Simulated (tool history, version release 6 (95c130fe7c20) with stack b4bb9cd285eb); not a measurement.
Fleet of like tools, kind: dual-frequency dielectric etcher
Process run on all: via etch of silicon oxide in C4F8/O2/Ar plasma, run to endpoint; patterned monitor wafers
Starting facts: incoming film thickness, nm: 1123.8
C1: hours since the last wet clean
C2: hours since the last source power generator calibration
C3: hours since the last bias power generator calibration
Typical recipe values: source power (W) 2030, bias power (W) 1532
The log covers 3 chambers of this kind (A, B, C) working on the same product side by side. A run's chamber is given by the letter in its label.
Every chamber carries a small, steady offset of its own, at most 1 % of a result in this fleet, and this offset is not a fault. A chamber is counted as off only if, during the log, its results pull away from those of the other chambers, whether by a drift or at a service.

run 1A hour=5.0 | source_power_(W)=2030 bias_power_(W)=1532 | C1=301.1 C2=1840.3 C3=2494.1 | endpoint_time_(s)=240.56
run 2B hour=13.8 | source_power_(W)=2030 bias_power_(W)=1532 | C1=98.3 C2=1025.2 C3=738.0 | endpoint_time_(s)=236.96
run 3C hour=20.7 | source_power_(W)=2030 bias_power_(W)=1532 | C1=136.1 C2=2385.7 C3=2520.5 | endpoint_time_(s)=235.57
run 4B hour=26.6 | source_power_(W)=2030 bias_power_(W)=1532 | C1=111.1 C2=1038.0 C3=750.8 | endpoint_time_(s)=238.16
run 5C hour=35.2 | source_power_(W)=2030 bias_power_(W)=1532 | C1=150.6 C2=2400.2 C3=2535.0 | endpoint_time_(s)=236.96
run 6A hour=43.5 | source_power_(W)=2030 bias_power_(W)=1532 | C1=339.6 C2=1878.8 C3=2532.6 | endpoint_time_(s)=239.40
run 7B hour=49.2 | source_power_(W)=2030 bias_power_(W)=1532 | C1=133.7 C2=1060.6 C3=773.4 | endpoint_time_(s)=238.04
run 8A hour=56.0 | source_power_(W)=2030 bias_power_(W)=1647 | C1=352.1 C2=1891.3 C3=2545.1 | endpoint_time_(s)=235.75
run 9C hour=63.7 | source_power_(W)=2030 bias_power_(W)=1647 | C1=179.1 C2=2428.7 C3=2563.5 | endpoint_time_(s)=232.19
run 10A hour=69.0 | source_power_(W)=2030 bias_power_(W)=1647 | C1=365.1 C2=1904.3 C3=2558.1 | endpoint_time_(s)=234.17
run 11C hour=76.6 | source_power_(W)=2030 bias_power_(W)=1532 | C1=192.0 C2=2441.6 C3=2576.4 | endpoint_time_(s)=235.87
run 12B hour=82.1 | source_power_(W)=2030 bias_power_(W)=1532 | C1=166.6 C2=1093.5 C3=806.3 | endpoint_time_(s)=233.15
run 13A hour=87.6 | source_power_(W)=2030 bias_power_(W)=1532 | C1=383.7 C2=1922.9 C3=2576.7 | endpoint_time_(s)=240.65
run 14C hour=91.9 | source_power_(W)=2030 bias_power_(W)=1532 | C1=207.3 C2=2456.9 C3=2591.7 | endpoint_time_(s)=234.47
run 15B hour=96.7 | source_power_(W)=2030 bias_power_(W)=1181 | C1=181.2 C2=1108.1 C3=820.9 | endpoint_time_(s)=250.76
run 16B hour=100.7 | source_power_(W)=2030 bias_power_(W)=1181 | C1=185.2 C2=1112.1 C3=824.9 | endpoint_time_(s)=251.45
-- hour=102.0 chamber A: wet clean of the chamber
run 17A hour=108.0 | source_power_(W)=2030 bias_power_(W)=1181 | C1=6.0 C2=1943.3 C3=2597.1 | endpoint_time_(s)=256.76
run 18C hour=115.0 | source_power_(W)=1580 bias_power_(W)=1782 | C1=230.4 C2=2480.0 C3=2614.8 | endpoint_time_(s)=251.07
run 19A hour=122.8 | source_power_(W)=1580 bias_power_(W)=1782 | C1=20.8 C2=1958.1 C3=2611.9 | endpoint_time_(s)=255.76
run 20B hour=130.6 | source_power_(W)=1580 bias_power_(W)=1782 | C1=215.1 C2=1142.0 C3=854.8 | endpoint_time_(s)=240.95
run 21C hour=137.9 | source_power_(W)=2030 bias_power_(W)=1532 | C1=253.3 C2=2502.9 C3=2637.7 | endpoint_time_(s)=236.68
run 22A hour=143.9 | source_power_(W)=2030 bias_power_(W)=1532 | C1=41.9 C2=1979.2 C3=2633.0 | endpoint_time_(s)=238.59
run 23C hour=151.0 | source_power_(W)=2030 bias_power_(W)=1532 | C1=266.4 C2=2516.0 C3=2650.8 | endpoint_time_(s)=235.09
run 24B hour=156.0 | source_power_(W)=2030 bias_power_(W)=1532 | C1=240.5 C2=1167.4 C3=880.2 | endpoint_time_(s)=227.47
run 25B hour=162.3 | source_power_(W)=2030 bias_power_(W)=1532 | C1=246.8 C2=1173.7 C3=886.5 | endpoint_time_(s)=225.38
run 26C hour=166.6 | source_power_(W)=2030 bias_power_(W)=1532 | C1=282.0 C2=2531.6 C3=2666.4 | endpoint_time_(s)=234.61

Predict what each chamber gives when all 3 of them run the settings below next.
run 27A hour=173.3 | source_power_(W)=2030 bias_power_(W)=1532 | endpoint_time_(s)=?
run 27B hour=173.3 | source_power_(W)=2030 bias_power_(W)=1532 | endpoint_time_(s)=?
run 27C hour=173.3 | source_power_(W)=2030 bias_power_(W)=1532 | endpoint_time_(s)=?

run=27A endpoint_time_(s)=238.71
run=27B endpoint_time_(s)=226.29
run=27C endpoint_time_(s)=235.43

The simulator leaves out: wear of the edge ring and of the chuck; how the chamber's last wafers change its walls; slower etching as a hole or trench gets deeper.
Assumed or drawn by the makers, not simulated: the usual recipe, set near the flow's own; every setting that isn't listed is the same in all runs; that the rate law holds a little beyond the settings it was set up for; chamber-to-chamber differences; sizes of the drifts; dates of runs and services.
